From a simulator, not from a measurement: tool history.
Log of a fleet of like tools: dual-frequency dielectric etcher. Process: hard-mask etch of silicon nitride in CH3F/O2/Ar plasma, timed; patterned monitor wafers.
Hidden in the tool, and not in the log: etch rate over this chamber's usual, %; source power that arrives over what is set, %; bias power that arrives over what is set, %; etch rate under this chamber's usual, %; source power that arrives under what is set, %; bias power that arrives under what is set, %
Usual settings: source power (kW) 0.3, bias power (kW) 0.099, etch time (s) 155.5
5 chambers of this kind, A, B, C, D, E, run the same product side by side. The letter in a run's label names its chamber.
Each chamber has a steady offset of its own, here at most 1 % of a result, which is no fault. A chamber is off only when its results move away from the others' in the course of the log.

run,hour,source power (kW),bias power (kW),etch time (s),hours since the last wet clean,hours since the last source power generator calibration,hours since the last bias power generator calibration,"read-back reference wafer on the same gauge, depth_nm",mean etch depth across the wafer (nm)
1A,9.5,0.3,0.099,155.5,176,3071,255.8,109.96,109.74
2E,16.9,0.3,0.099,155.5,346.7,1599.3,142.6,110.01,109.75
3C,30.9,0.3,0.099,155.5,92.7,313.3,567.9,110.12,108.9
4D,43.3,0.3,0.099,155.5,276.6,1248.7,980.4,110.03,109.92
5B,57.9,0.3,0.099,155.5,290.7,1283.8,1356,110.13,110.38
6D,66.4,0.3,0.099,155.5,299.7,1271.8,1003.5,109.98,108.9
7E,72.9,0.3,0.099,155.5,402.7,1655.3,198.6,109.93,108.89
8B,80,0.3,0.099,155.5,312.8,1305.9,1378.1,110.1,109.97
9A,90.9,0.3,0.099,155.5,257.4,3152.4,337.2,109.92,109.85
10C,100.9,0.3,0.099,155.5,162.7,383.3,637.9,110.06,108.94
11E,115.8,0.3,0.099,155.5,445.6,1698.2,241.5,109.87,109.37
12D,129.2,0.3,0.099,155.5,362.5,1334.6,1066.3,110,109.64
13B,136.7,0.3,0.099,155.5,369.5,1362.6,1434.8,109.94,109.48
14A,149.3,0.3,0.086,155.5,315.8,3210.8,395.6,110,104.91
# hour 152: chamber A: wet clean of the chamber
15C,161.8,0.3,0.086,155.5,223.6,444.2,698.8,109.89,103.49
16C,174.3,0.3,0.086,155.5,236.1,456.7,711.3,109.96,103.26
17D,187.5,0.3,0.086,155.5,420.8,1392.9,1124.6,110.1,103.49
18E,197.3,0.3,0.086,155.5,527.1,1779.7,323,110.06,103.29
19A,207.4,0.3,0.099,155.5,55.4,3268.9,453.7,110.01,110.64
20B,218.2,0.3,0.099,155.5,451,1444.1,1516.3,110,109.33
21C,228.7,0.3,0.099,155.5,290.5,511.1,765.7,110.14,108.89
22B,242.7,0.24,0.099,198.5,475.5,1468.6,1540.8,109.94,129.18
# hour 249.1: chamber C: wet clean of the chamber
23D,257.5,0.24,0.099,198.5,490.8,1462.9,1194.6,110,129.27
# hour 266.8: chamber E: wet clean of the chamber
# hour 268.2: chamber B: wet clean of the chamber
24A,271.2,0.24,0.099,198.5,119.2,3332.7,517.5,110.03,129.89
# hour 276.2: chamber D: wet clean of the chamber
25E,282.6,0.24,0.099,198.5,15.9,1865,408.3,110,128.38
26D,296,0.24,0.099,198.5,19.9,1501.4,1233.1,110.08,128.05
27C,309.7,0.3,0.099,155.5,60.7,592.1,846.7,110.09,112.54
28A,320.3,0.3,0.099,155.5,168.3,3381.8,566.6,110,110.61
29B,331.4,0.3,0.099,155.5,63.3,1557.3,1629.5,110.02,109.68
30E,343,0.3,0.099,155.5,76.3,1925.4,468.7,109.95,108.43
31C,352,0.3,0.099,155.5,103,634.4,889,109.97,113.17
32E,362.6,0.3,0.099,155.5,95.9,1945,488.3,109.91,109.32
33D,370.4,0.3,0.099,155.5,94.3,1575.8,1307.5,110.01,109.72
34A,382.4,0.3,0.099,155.5,230.4,3443.9,628.7,110.18,109.75
35B,394.1,0.3,0.099,155.5,126,1620,1692.2,110.06,110.65
36E,406,0.3,0.099,155.5,139.3,1988.4,531.7,109.9,109.38
37A,412.8,0.3,0.099,155.5,260.8,3474.3,659.1,109.86,110.04
38B,419.8,0.3,0.099,155.5,151.7,1645.7,1717.9,109.89,110.96
39C,427.9,0.3,0.099,155.5,178.9,710.3,964.9,110.04,113.39
40D,439.7,0.3,0.099,155.5,163.6,1645.1,1376.8,109.96,108.15
41A,448.6,0.3,0.099,155.5,296.6,3510.1,694.9,110,110.36
42C,463.5,0.3,0.099,155.5,214.5,745.9,1000.5,109.95,112.66
43B,472.4,0.3,0.099,155.5,204.3,1698.3,1770.5,109.93,110.23
44D,484.6,0.3,0.099,155.5,208.5,1690,1421.7,110.01,110.47

Next, every chamber runs the same settings. What will each give?
45A,495.4,0.3,0.099,155.5,,,,,?
45B,495.4,0.3,0.099,155.5,,,,,?
45C,495.4,0.3,0.099,155.5,,,,,?
45D,495.4,0.3,0.099,155.5,,,,,?
45E,495.4,0.3,0.099,155.5,,,,,?

run,mean etch depth across the wafer (nm)
45A,110.1
45B,110.51
45C,113.34
45D,110.1
45E,109.84
